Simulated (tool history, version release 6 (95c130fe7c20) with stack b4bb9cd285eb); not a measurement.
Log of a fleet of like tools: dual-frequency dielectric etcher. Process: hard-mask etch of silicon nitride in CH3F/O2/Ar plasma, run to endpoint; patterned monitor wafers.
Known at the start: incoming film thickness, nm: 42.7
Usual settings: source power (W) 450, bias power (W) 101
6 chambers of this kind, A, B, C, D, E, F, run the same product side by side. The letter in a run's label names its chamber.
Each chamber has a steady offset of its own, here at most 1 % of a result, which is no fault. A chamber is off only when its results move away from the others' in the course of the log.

| run | hour | source power (W) | bias power (W) | hours since the last wet clean | hours since the last source power generator calibration | hours since the last bias power generator calibration | endpoint time (s) |
|---|---|---|---|---|---|---|---|
| 1A | 5.3 | 450 | 101 | 128.3 | 2067.3 | 2520.8 | 52.323 |
| 2E | 10.6 | 450 | 101 | 33.6 | 202.6 | 1783.7 | 52.316 |
| 3D | 14.0 | 450 | 101 | 128.0 | 511.5 | 2344.1 | 51.643 |
| 4B | 17.3 | 450 | 101 | 171.0 | 1397.3 | 2010.2 | 52.717 |
| 5C | 20.8 | 450 | 101 | 68.9 | 560.2 | 1139.1 | 52.043 |
| 6F | 26.3 | 450 | 101 | 103.0 | 2549.5 | 2835.6 | 52.725 |
| 7C | 31.6 | 450 | 101 | 79.7 | 571.0 | 1149.9 | 52.246 |
| 8E | 35.5 | 450 | 101 | 58.5 | 227.5 | 1808.6 | 52.400 |
|  | 35.9 | chamber E: bias power generator calibrated |
| 9A | 38.7 | 450 | 101 | 161.7 | 2100.7 | 2554.2 | 52.121 |
| 10D | 41.8 | 450 | 101 | 155.8 | 539.3 | 2371.9 | 52.175 |
| 11F | 47.1 | 450 | 101 | 123.8 | 2570.3 | 2856.4 | 52.610 |
| 12B | 52.2 | 450 | 101 | 205.9 | 1432.2 | 2045.1 | 52.846 |
| 13D | 55.8 | 450 | 101 | 169.8 | 553.3 | 2385.9 | 51.713 |
| 14F | 61.7 | 450 | 101 | 138.4 | 2584.9 | 2871.0 | 52.708 |
| 15C | 68.0 | 450 | 101 | 116.1 | 607.4 | 1186.3 | 51.940 |
| 16E | 72.7 | 450 | 101 | 95.7 | 264.7 | 36.9 | 52.532 |
| 17A | 78.2 | 450 | 101 | 201.2 | 2140.2 | 2593.7 | 51.796 |
| 18B | 81.4 | 450 | 101 | 235.1 | 1461.4 | 2074.3 | 52.700 |
| 19F | 87.4 | 450 | 101 | 164.1 | 2610.6 | 2896.7 | 52.563 |
| 20B | 91.2 | 450 | 101 | 244.9 | 1471.2 | 2084.1 | 52.858 |
| 21C | 94.2 | 450 | 101 | 142.3 | 633.6 | 1212.5 | 52.146 |
| 22A | 97.2 | 450 | 101 | 220.2 | 2159.2 | 2612.7 | 51.631 |
| 23E | 102.6 | 450 | 101 | 125.6 | 294.6 | 66.8 | 52.359 |
| 24D | 107.1 | 450 | 94 | 221.1 | 604.6 | 2437.2 | 53.203 |
| 25C | 112.4 | 450 | 94 | 160.5 | 651.8 | 1230.7 | 53.447 |
| 26F | 116.6 | 450 | 94 | 193.3 | 2639.8 | 2925.9 | 54.073 |
| 27A | 122.4 | 450 | 94 | 245.4 | 2184.4 | 2637.9 | 52.876 |
| 28E | 127.9 | 450 | 94 | 150.9 | 319.9 | 92.1 | 53.438 |
| 29D | 133.4 | 450 | 94 | 247.4 | 630.9 | 2463.5 | 53.586 |
| 30B | 136.3 | 450 | 101 | 290.0 | 1516.3 | 2129.2 | 52.425 |
| 31D | 140.7 | 450 | 101 | 254.7 | 638.2 | 2470.8 | 51.989 |
| 32B | 146.5 | 450 | 101 | 300.2 | 1526.5 | 2139.4 | 52.844 |
| 33C | 152.9 | 450 | 101 | 201.0 | 692.3 | 1271.2 | 52.012 |
| 34A | 156.1 | 450 | 101 | 279.1 | 2218.1 | 2671.6 | 51.184 |
| 35F | 160.8 | 450 | 101 | 237.5 | 2684.0 | 2970.1 | 52.699 |
| 36E | 163.8 | 450 | 101 | 186.8 | 355.8 | 128.0 | 52.068 |
| 37F | 168.5 | 450 | 101 | 245.2 | 2691.7 | 2977.8 | 52.968 |
| 38C | 174.0 | 450 | 101 | 222.1 | 713.4 | 1292.3 | 51.836 |
| 39A | 180.2 | 450 | 101 | 303.2 | 2242.2 | 2695.7 | 51.256 |
| 40B | 183.3 | 450 | 101 | 337.0 | 1563.3 | 2176.2 | 52.386 |

What goes on in this fleet: one chamber off, a drifting gauge, or nothing beyond the chambers' own small offsets? Name the chamber and the cause, if any.

Chamber A drifts away from the others.
Cause: etch rate over this chamber's usual, % = 1.96.
The log may not tell that from: source power that arrives over what is set, %; bias power that arrives over what is set, %.

Here are 4 candidates for chamber A's next run, each the usual settings with a change, their results left as question marks. Which one brings its results back in line with what the others give on the usual settings?
In line means no further than this from the other chambers' mean on the usual settings: endpoint time (s) 0.670
| 41A-1 | 188.1 | 450 | 114 |  |  |  | ? |
| 41A-2 | 188.1 | 420 | 101 |  |  |  | ? |
| 41A-3 | 188.1 | 460 | 104 |  |  |  | ? |
| 41A-4 | 188.1 | 450 | 88 |  |  |  | ? |

The other chambers' mean on the usual settings: endpoint time (s) 52.330
| run | endpoint time (s) |
|---|---|
| 41A-1 | 48.992 |
| 41A-2 | 52.511 |
| 41A-3 | 50.256 |
| 41A-4 | 53.766 |
41A-2 brings the chamber back in line.

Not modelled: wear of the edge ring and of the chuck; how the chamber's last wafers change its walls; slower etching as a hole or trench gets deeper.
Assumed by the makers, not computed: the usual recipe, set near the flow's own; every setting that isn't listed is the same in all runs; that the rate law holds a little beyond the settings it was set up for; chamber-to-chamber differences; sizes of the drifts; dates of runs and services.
